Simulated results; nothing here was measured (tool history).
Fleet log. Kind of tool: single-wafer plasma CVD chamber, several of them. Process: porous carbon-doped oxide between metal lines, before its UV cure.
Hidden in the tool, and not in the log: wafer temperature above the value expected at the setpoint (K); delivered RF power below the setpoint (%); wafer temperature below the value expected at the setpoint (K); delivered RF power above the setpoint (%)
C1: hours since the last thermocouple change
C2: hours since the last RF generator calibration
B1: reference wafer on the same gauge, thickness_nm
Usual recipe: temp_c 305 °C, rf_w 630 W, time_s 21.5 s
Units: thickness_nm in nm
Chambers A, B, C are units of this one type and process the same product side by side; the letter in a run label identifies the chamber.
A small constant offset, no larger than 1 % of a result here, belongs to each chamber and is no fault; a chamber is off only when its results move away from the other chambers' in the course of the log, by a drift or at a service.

{"run": "1A", "hour": 7.1, "temp_c": 305, "rf_w": 630, "time_s": 21.5, "C1": 1579.3, "C2": 667.5, "B1": 121.0, "thickness_nm": 131.75}
{"run": "2B", "hour": 15.7, "temp_c": 305, "rf_w": 630, "time_s": 21.5, "C1": 830.2, "C2": 412.0, "B1": 121.0, "thickness_nm": 134.27}
{"run": "3C", "hour": 25.8, "temp_c": 305, "rf_w": 630, "time_s": 21.5, "C1": 521.7, "C2": 528.1, "B1": 120.94, "thickness_nm": 131.21}
{"run": "4B", "hour": 35.5, "temp_c": 305, "rf_w": 630, "time_s": 21.5, "C1": 850.0, "C2": 431.8, "B1": 120.88, "thickness_nm": 132.95}
{"run": "5C", "hour": 45.3, "temp_c": 305, "rf_w": 630, "time_s": 21.5, "C1": 541.2, "C2": 547.6, "B1": 121.1, "thickness_nm": 133.46}
{"run": "6A", "hour": 53.9, "temp_c": 305, "rf_w": 675, "time_s": 21.5, "C1": 1626.1, "C2": 714.3, "B1": 120.94, "thickness_nm": 137.76}
{"run": "7A", "hour": 63.1, "temp_c": 305, "rf_w": 675, "time_s": 21.5, "C1": 1635.3, "C2": 723.5, "B1": 121.03, "thickness_nm": 137.65}
{"run": "8B", "hour": 75.1, "temp_c": 305, "rf_w": 675, "time_s": 21.5, "C1": 889.6, "C2": 471.4, "B1": 120.97, "thickness_nm": 139.68}
{"run": "9C", "hour": 82.4, "temp_c": 305, "rf_w": 630, "time_s": 21.5, "C1": 578.3, "C2": 584.7, "B1": 120.99, "thickness_nm": 133.74}
{"run": "10C", "hour": 94.5, "temp_c": 305, "rf_w": 630, "time_s": 21.5, "C1": 590.4, "C2": 596.8, "B1": 121.02, "thickness_nm": 131.59}
{"run": "11A", "hour": 100.9, "temp_c": 305, "rf_w": 590, "time_s": 18.3, "C1": 1673.1, "C2": 761.3, "B1": 121.11, "thickness_nm": 108.18}
{"run": "12B", "hour": 113.3, "temp_c": 305, "rf_w": 590, "time_s": 18.3, "C1": 927.8, "C2": 509.6, "B1": 120.97, "thickness_nm": 109.35}
{"run": "13C", "hour": 125.9, "temp_c": 305, "rf_w": 590, "time_s": 18.3, "C1": 621.8, "C2": 628.2, "B1": 121.13, "thickness_nm": 108.69}
{"run": "14B", "hour": 134.5, "temp_c": 305, "rf_w": 630, "time_s": 21.5, "C1": 949.0, "C2": 530.8, "B1": 120.93, "thickness_nm": 133.54}
{"run": "15A", "hour": 142.1, "temp_c": 305, "rf_w": 630, "time_s": 18.6, "C1": 1714.3, "C2": 802.5, "B1": 120.96, "thickness_nm": 114.41}
{"run": "16C", "hour": 154.2, "temp_c": 305, "rf_w": 630, "time_s": 18.6, "C1": 650.1, "C2": 656.5, "B1": 121.05, "thickness_nm": 115.05}
{"hour": 163.6, "done": "chamber A: thermocouple changed; heater temperature recalibrated"}
{"run": "17A", "hour": 165.4, "temp_c": 305, "rf_w": 630, "time_s": 18.6, "C1": 1.8, "C2": 825.8, "B1": 120.9, "thickness_nm": 113.91}
{"run": "18B", "hour": 177.6, "temp_c": 305, "rf_w": 630, "time_s": 21.5, "C1": 992.1, "C2": 573.9, "B1": 121.03, "thickness_nm": 132.79}
{"run": "19B", "hour": 184.1, "temp_c": 305, "rf_w": 630, "time_s": 21.5, "C1": 998.6, "C2": 580.4, "B1": 121.06, "thickness_nm": 134.34}
{"run": "20A", "hour": 196.2, "temp_c": 305, "rf_w": 630, "time_s": 21.5, "C1": 32.6, "C2": 856.6, "B1": 120.92, "thickness_nm": 131.91}
{"run": "21C", "hour": 206.6, "temp_c": 305, "rf_w": 630, "time_s": 21.5, "C1": 702.5, "C2": 708.9, "B1": 121.02, "thickness_nm": 133.59}

Read the log: is a single chamber off, either drifting away or since a service, is the gauge that measures every chamber drifting, or is nothing wrong beyond small per-chamber offsets? Name any odd chamber and what most likely caused it.

Neither any chamber nor the gauge drifts; the chambers differ only by their own small, steady offsets.
